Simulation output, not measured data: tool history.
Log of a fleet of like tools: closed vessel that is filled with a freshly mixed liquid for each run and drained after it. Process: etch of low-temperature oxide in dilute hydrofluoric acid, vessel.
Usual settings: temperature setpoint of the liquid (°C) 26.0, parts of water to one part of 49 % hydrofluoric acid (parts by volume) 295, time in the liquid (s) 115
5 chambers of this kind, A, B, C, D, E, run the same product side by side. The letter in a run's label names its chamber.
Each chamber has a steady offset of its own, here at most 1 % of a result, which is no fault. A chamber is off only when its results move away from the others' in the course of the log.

run   hour  temperature setpoint of the liquid (°C)  parts of water to one part of 49 % hydrofluoric acid (parts by volume)  time in the liquid (s)  hours since the thermometer was replaced  hours since the hydrofluoric acid flow meter was replaced  read-back film thickness of the low-temperature oxide reference wafer, read on the same gauge (nm)  thickness taken off the low-temperature oxide on a monitor wafer (angstrom)
 1C    4.8                                     26.0                                                                     295                     115                                    1544.9                                                      313.6                                                                                              109.99                                                                       53.846
 2B   12.5                                     26.0                                                                     295                     115                                     103.4                                                      131.3                                                                                              110.04                                                                       53.865
      14.3  -- chamber D: thermometer replaced
      16.9  -- chamber A: hydrofluoric acid flow meter replaced
 3D   21.2                                     26.0                                                                     295                     115                                       6.9                                                      226.1                                                                                              110.01                                                                       53.932
 4A   26.8                                     26.0                                                                     295                     115                                      64.4                                                        9.9                                                                                              110.05                                                                       54.043
 5E   34.0                                     26.0                                                                     295                     115                                      40.5                                                      831.2                                                                                              110.02                                                                       54.096
 6D   39.4                                     26.0                                                                     295                     115                                      25.1                                                      244.3                                                                                              109.98                                                                       54.048
 7B   44.9                                     26.0                                                                     295                     115                                     135.8                                                      163.7                                                                                              110.00                                                                       54.506
 8C   50.0                                     26.0                                                                     215                     175                                    1590.1                                                      358.8                                                                                              110.05                                                                      124.960
 9A   57.8                                     26.0                                                                     215                     175                                      95.4                                                       40.9                                                                                              110.06                                                                      123.490
10E   66.1                                     26.0                                                                     215                     175                                      72.6                                                      863.3                                                                                              110.02                                                                      124.610
11C   71.9                                     26.0                                                                     215                     175                                    1612.0                                                      380.7                                                                                              109.99                                                                      124.110
12D   79.9                                     26.0                                                                     215                     175                                      65.6                                                      284.8                                                                                              109.97                                                                      124.460
13A   84.4                                     26.0                                                                     295                     115                                     122.0                                                       67.5                                                                                              110.04                                                                       54.082
14E   91.8                                     26.0                                                                     295                     115                                      98.3                                                      889.0                                                                                              110.00                                                                       53.327
15B   99.6                                     26.0                                                                     295                     115                                     190.5                                                      218.4                                                                                              110.05                                                                       53.554
16E  106.2                                     26.0                                                                     295                     115                                     112.7                                                      903.4                                                                                              110.02                                                                       53.857
17C  111.6                                     26.0                                                                     295                     115                                    1651.7                                                      420.4                                                                                              109.99                                                                       54.050
18A  118.8                                     26.0                                                                     295                     115                                     156.4                                                      101.9                                                                                              109.98                                                                       54.490
19B  122.7                                     21.5                                                                     385                     115                                     213.6                                                      241.5                                                                                              109.96                                                                       32.280
20D  130.1                                     21.5                                                                     385                     115                                     115.8                                                      335.0                                                                                              110.00                                                                       33.141
21E  134.8                                     21.5                                                                     385                     115                                     141.3                                                      932.0                                                                                              109.96                                                                       32.519
22B  142.2                                     21.5                                                                     385                     115                                     233.1                                                      261.0                                                                                              109.97                                                                       32.463
23A  148.2                                     21.5                                                                     385                     115                                     185.8                                                      131.3                                                                                              109.96                                                                       33.108
24C  156.5                                     26.0                                                                     295                     115                                    1696.6                                                      465.3                                                                                              109.96                                                                       54.418
25D  161.2                                     26.0                                                                     295                     115                                     146.9                                                      366.1                                                                                              110.02                                                                       55.916
26D  169.3                                     26.0                                                                     295                     115                                     155.0                                                      374.2                                                                                              110.00                                                                       56.537
27C  176.4                                     26.0                                                                     295                     115                                    1716.5                                                      485.2                                                                                              109.97                                                                       54.833
28E  184.0                                     26.0                                                                     295                     115                                     190.5                                                      981.2                                                                                              109.98                                                                       53.902
29B  189.1                                     26.0                                                                     185                      85                                     280.0                                                      307.9                                                                                              110.01                                                                       71.442
30A  195.8                                     26.0                                                                     185                      85                                     233.4                                                      178.9                                                                                              110.00                                                                       71.503

Next, every chamber runs the same settings. What will each give?
31A  202.1                                     26.0                                                                     400                     115                                                                                                                                                                                                                                                                                     ?
31B  202.1                                     26.0                                                                     400                     115                                                                                                                                                                                                                                                                                     ?
31C  202.1                                     26.0                                                                     400                     115                                                                                                                                                                                                                                                                                     ?
31D  202.1                                     26.0                                                                     400                     115                                                                                                                                                                                                                                                                                     ?
31E  202.1                                     26.0                                                                     400                     115                                                                                                                                                                                                                                                                                     ?

run  thickness taken off the low-temperature oxide on a monitor wafer (angstrom)
31A                                                                       36.821
31B                                                                       35.639
31C                                                                       35.727
31D                                                                       37.321
31E                                                                       35.507
